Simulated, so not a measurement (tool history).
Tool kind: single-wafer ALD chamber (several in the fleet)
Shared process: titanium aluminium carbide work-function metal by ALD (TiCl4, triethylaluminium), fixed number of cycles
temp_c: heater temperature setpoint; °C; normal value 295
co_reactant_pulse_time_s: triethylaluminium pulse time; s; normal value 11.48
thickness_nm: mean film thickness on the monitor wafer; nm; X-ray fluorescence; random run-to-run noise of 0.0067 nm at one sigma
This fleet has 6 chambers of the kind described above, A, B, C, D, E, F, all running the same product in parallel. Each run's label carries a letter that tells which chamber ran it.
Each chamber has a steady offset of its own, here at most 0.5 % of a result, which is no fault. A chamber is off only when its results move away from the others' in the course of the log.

run	hour	temp_c	co_reactant_pulse_time_s	read-back reference wafer on the same gauge, thickness_nm	thickness_nm
1A	11	295	11.48	2.1195	1.9864
2D	22.6	295	11.48	2.1205	1.9845
3B	34.3	295	11.48	2.1194	1.9798
4C	42.6	295	11.48	2.1201	1.9706
# hour 43.4: chamber F: triethylaluminium bottle replaced
5F	53	295	11.48	2.1185	1.9813
6E	59.7	295	11.48	2.1186	1.9788
7F	66.5	305	11.48	2.1196	2.0708
8B	77.7	305	11.48	2.1199	2.0557
9A	87.5	305	11.48	2.118	2.079
10E	92.7	305	11.48	2.1195	2.066
11D	101	305	11.48	2.1207	2.0884
12C	107	305	11.48	2.1188	2.0704
13C	117.8	295	11.48	2.1213	1.9779
14B	125.8	295	11.48	2.1203	1.9724
15D	131.7	295	11.48	2.1194	2.004
16E	139.7	295	11.48	2.1205	1.9849
17F	146.7	295	11.48	2.1204	1.9821
18A	155.2	300	13.88	2.1176	2.0563
19A	162	300	13.88	2.1224	2.0641
20D	170.9	300	13.88	2.1197	2.087
21E	181.2	300	13.88	2.1205	2.0408
22C	190.6	300	13.88	2.1203	2.0403
23F	196.6	300	13.88	2.1197	2.0432
24B	208.4	308	7.34	2.1192	1.9557
# hour 217.5: chamber B: thermocouple changed; heater temperature recalibrated
25B	219.9	308	7.34	2.1177	1.967
# hour 225.4: chamber B: triethylaluminium bottle replaced
26D	229.9	308	7.34	2.1191	1.9982
27A	239.5	308	7.34	2.1186	1.9627
28F	244.9	308	7.34	2.1214	1.9698
29E	256	308	7.34	2.1195	1.9497
30C	266.2	295	11.48	2.1194	1.9785
31B	276.2	295	11.48	2.1189	1.9648
32A	283.9	295	13.42	2.1201	2.0051
33D	295.5	295	13.42	2.1227	2.0518
34C	304.7	295	13.42	2.1194	2.005
35E	312.2	295	13.42	2.1211	1.9978
36F	319.8	295	13.42	2.1192	1.9962
37A	326	295	13.42	2.1212	2.0172
38B	336.5	295	11.48	2.1206	1.9757
39E	342.4	306	7.32	2.1217	1.9307
40F	349.3	306	7.32	2.1221	1.943

What goes on in this fleet: one chamber off, a drifting gauge, or nothing beyond the chambers' own small offsets? Name the chamber and the cause, if any.

One chamber, D, drifts off from the rest bit by bit.
Likeliest cause: wafer temperature above the value expected at the setpoint (K) = 5.41.

Here are 4 candidates for chamber D's next run, each the usual settings with a change, their results left as question marks. Which one brings its results back in line with what the others give on the usual settings?
Counts as in line when no further than this from what the other chambers average on the usual settings: thickness_nm 0.023 nm
41D-1	357.8	300	12.25		?
41D-2	357.8	290	10.71		?
41D-3	357.8	294	11.28		?
41D-4	357.8	297	11.48		?

On the usual settings, the other chambers give on average: thickness_nm 1.9797 nm
run	thickness_nm
41D-1	2.0915
41D-2	1.9803
41D-3	2.0252
41D-4	2.055
The right change is 41D-2: it brings the chamber back within the allowed miss of the others.
